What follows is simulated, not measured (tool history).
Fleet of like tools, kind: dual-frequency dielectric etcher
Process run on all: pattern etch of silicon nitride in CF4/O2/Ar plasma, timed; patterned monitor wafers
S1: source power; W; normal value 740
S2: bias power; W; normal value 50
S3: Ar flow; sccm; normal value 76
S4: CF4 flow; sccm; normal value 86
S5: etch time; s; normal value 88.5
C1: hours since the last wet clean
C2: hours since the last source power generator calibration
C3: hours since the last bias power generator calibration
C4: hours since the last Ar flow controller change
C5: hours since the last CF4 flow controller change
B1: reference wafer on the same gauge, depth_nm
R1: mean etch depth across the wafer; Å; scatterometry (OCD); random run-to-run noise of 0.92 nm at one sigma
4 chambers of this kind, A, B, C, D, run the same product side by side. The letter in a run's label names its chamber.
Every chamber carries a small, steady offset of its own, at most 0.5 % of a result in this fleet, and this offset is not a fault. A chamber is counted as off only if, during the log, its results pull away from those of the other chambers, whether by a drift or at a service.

Run 1B, hour 4.5: usual settings; C1 393.5; C2 3047.3; C3 1911.2; C4 1911.1; C5 1674.3; B1 244.97. Result: R1 2398.4 Å.
Run 2D, hour 8.5: usual settings; C1 151.1; C2 1646.3; C3 2972.3; C4 941.2; C5 3691.2; B1 245.06. Result: R1 2421.5 Å.
Run 3A, hour 14.2: usual settings; C1 120.3; C2 204.5; C3 186.8; C4 1202.3; C5 516.5; B1 244.99. Result: R1 2388.7 Å.
Run 4C, hour 19.4: usual settings; C1 247.2; C2 905.9; C3 2071.3; C4 1810.0; C5 1834.5; B1 244.81. Result: R1 2394.4 Å.
Run 5C, hour 24.0: usual settings but S3 66 sccm; C1 251.8; C2 910.5; C3 2075.9; C4 1814.6; C5 1839.1; B1 245.27. Result: R1 2453.0 Å.
Run 6A, hour 29.1: usual settings but S3 66 sccm; C1 135.2; C2 219.4; C3 201.7; C4 1217.2; C5 531.4; B1 245.00. Result: R1 2433.8 Å.
Run 7B, hour 34.8: usual settings but S3 66 sccm; C1 423.8; C2 3077.6; C3 1941.5; C4 1941.4; C5 1704.6; B1 245.09. Result: R1 2425.2 Å.
Run 8D, hour 41.2: usual settings but S3 66 sccm; C1 183.8; C2 1679.0; C3 3005.0; C4 973.9; C5 3723.9; B1 244.89. Result: R1 2444.1 Å.
Run 9C, hour 45.9: usual settings; C1 273.7; C2 932.4; C3 2097.8; C4 1836.5; C5 1861.0; B1 245.24. Result: R1 2398.8 Å.
Run 10B, hour 50.3: usual settings; C1 439.3; C2 3093.1; C3 1957.0; C4 1956.9; C5 1720.1; B1 244.91. Result: R1 2394.9 Å.
Run 11A, hour 54.6: usual settings; C1 160.7; C2 244.9; C3 227.2; C4 1242.7; C5 556.9; B1 244.99. Result: R1 2394.5 Å.
Run 12D, hour 60.1: usual settings; C1 202.7; C2 1697.9; C3 3023.9; C4 992.8; C5 3742.8; B1 244.98. Result: R1 2419.0 Å.
Run 13C, hour 65.8: usual settings; C1 293.6; C2 952.3; C3 2117.7; C4 1856.4; C5 1880.9; B1 244.92. Result: R1 2425.1 Å.
Run 14D, hour 69.1: usual settings; C1 211.7; C2 1706.9; C3 3032.9; C4 1001.8; C5 3751.8; B1 245.06. Result: R1 2414.8 Å.
Run 15B, hour 73.3: usual settings; C1 462.3; C2 3116.1; C3 1980.0; C4 1979.9; C5 1743.1; B1 244.97. Result: R1 2394.3 Å.
At hour 79.7: chamber C: Ar flow controller replaced.
Run 16A, hour 79.9: usual settings; C1 186.0; C2 270.2; C3 252.5; C4 1268.0; C5 582.2; B1 245.16. Result: R1 2404.9 Å.
Run 17A, hour 85.0: usual settings; C1 191.1; C2 275.3; C3 257.6; C4 1273.1; C5 587.3; B1 244.85. Result: R1 2396.1 Å.
Run 18D, hour 91.8: usual settings; C1 234.4; C2 1729.6; C3 3055.6; C4 1024.5; C5 3774.5; B1 244.85. Result: R1 2418.7 Å.
Run 19C, hour 97.6: usual settings; C1 325.4; C2 984.1; C3 2149.5; C4 18.0; C5 1912.7; B1 245.26. Result: R1 2403.9 Å.
At hour 100.4: chamber B: wet clean of the chamber.
Run 20B, hour 104.1: usual settings; C1 3.8; C2 3146.9; C3 2010.8; C4 2010.7; C5 1773.9; B1 244.91. Result: R1 2364.6 Å.
Run 21D, hour 110.5: usual settings; C1 253.1; C2 1748.3; C3 3074.3; C4 1043.2; C5 3793.2; B1 245.20. Result: R1 2392.6 Å.
Run 22A, hour 115.1: usual settings; C1 221.2; C2 305.4; C3 287.7; C4 1303.2; C5 617.4; B1 245.05. Result: R1 2399.7 Å.
Run 23C, hour 119.6: usual settings; C1 347.4; C2 1006.1; C3 2171.5; C4 40.0; C5 1934.7; B1 245.05. Result: R1 2393.2 Å.
Run 24B, hour 123.4: usual settings; C1 23.1; C2 3166.2; C3 2030.1; C4 2030.0; C5 1793.2; B1 245.19. Result: R1 2362.5 Å.
At hour 125.6: chamber D: CF4 flow controller replaced.
Run 25D, hour 130.9: usual settings; C1 273.5; C2 1768.7; C3 3094.7; C4 1063.6; C5 5.4; B1 244.97. Result: R1 2414.0 Å.
Run 26C, hour 135.9: usual settings; C1 363.7; C2 1022.4; C3 2187.8; C4 56.3; C5 1951.0; B1 244.84. Result: R1 2394.6 Å.
At hour 140.4: chamber C: wet clean of the chamber.
Run 27B, hour 140.8: usual settings; C1 40.5; C2 3183.6; C3 2047.5; C4 2047.4; C5 1810.6; B1 245.06. Result: R1 2360.2 Å.
Run 28A, hour 147.1: usual settings; C1 253.2; C2 337.4; C3 319.7; C4 1335.2; C5 649.4; B1 244.95. Result: R1 2389.4 Å.
Run 29D, hour 150.4: usual settings but S1 670 W; C1 293.0; C2 1788.2; C3 3114.2; C4 1083.1; C5 24.9; B1 244.80. Result: R1 2226.7 Å.
Run 30A, hour 156.8: usual settings but S1 670 W; C1 262.9; C2 347.1; C3 329.4; C4 1344.9; C5 659.1; B1 244.89. Result: R1 2204.9 Å.
Run 31B, hour 162.8: usual settings but S1 670 W; C1 62.5; C2 3205.6; C3 2069.5; C4 2069.4; C5 1832.6; B1 244.95. Result: R1 2122.6 Å.
Run 32C, hour 169.2: usual settings but S1 670 W; C1 28.9; C2 1055.7; C3 2221.1; C4 89.6; C5 1984.3; B1 245.13. Result: R1 2210.7 Å.
Run 33B, hour 174.1: usual settings; C1 73.8; C2 3216.9; C3 2080.8; C4 2080.7; C5 1843.9; B1 244.90. Result: R1 2317.3 Å.
Run 34D, hour 181.0: usual settings; C1 323.6; C2 1818.8; C3 3144.8; C4 1113.7; C5 55.5; B1 244.87. Result: R1 2425.4 Å.

The same settings go to every chamber for the next run, one line per chamber below. Forecast the results for each:
Run 35A, hour 186.4: usual settings. Result: R1 ?.
Run 35B, hour 186.4: usual settings. Result: R1 ?.
Run 35C, hour 186.4: usual settings. Result: R1 ?.
Run 35D, hour 186.4: usual settings. Result: R1 ?.

run      R1
35A  2404.8
35B  2282.9
35C  2388.2
35D  2407.7
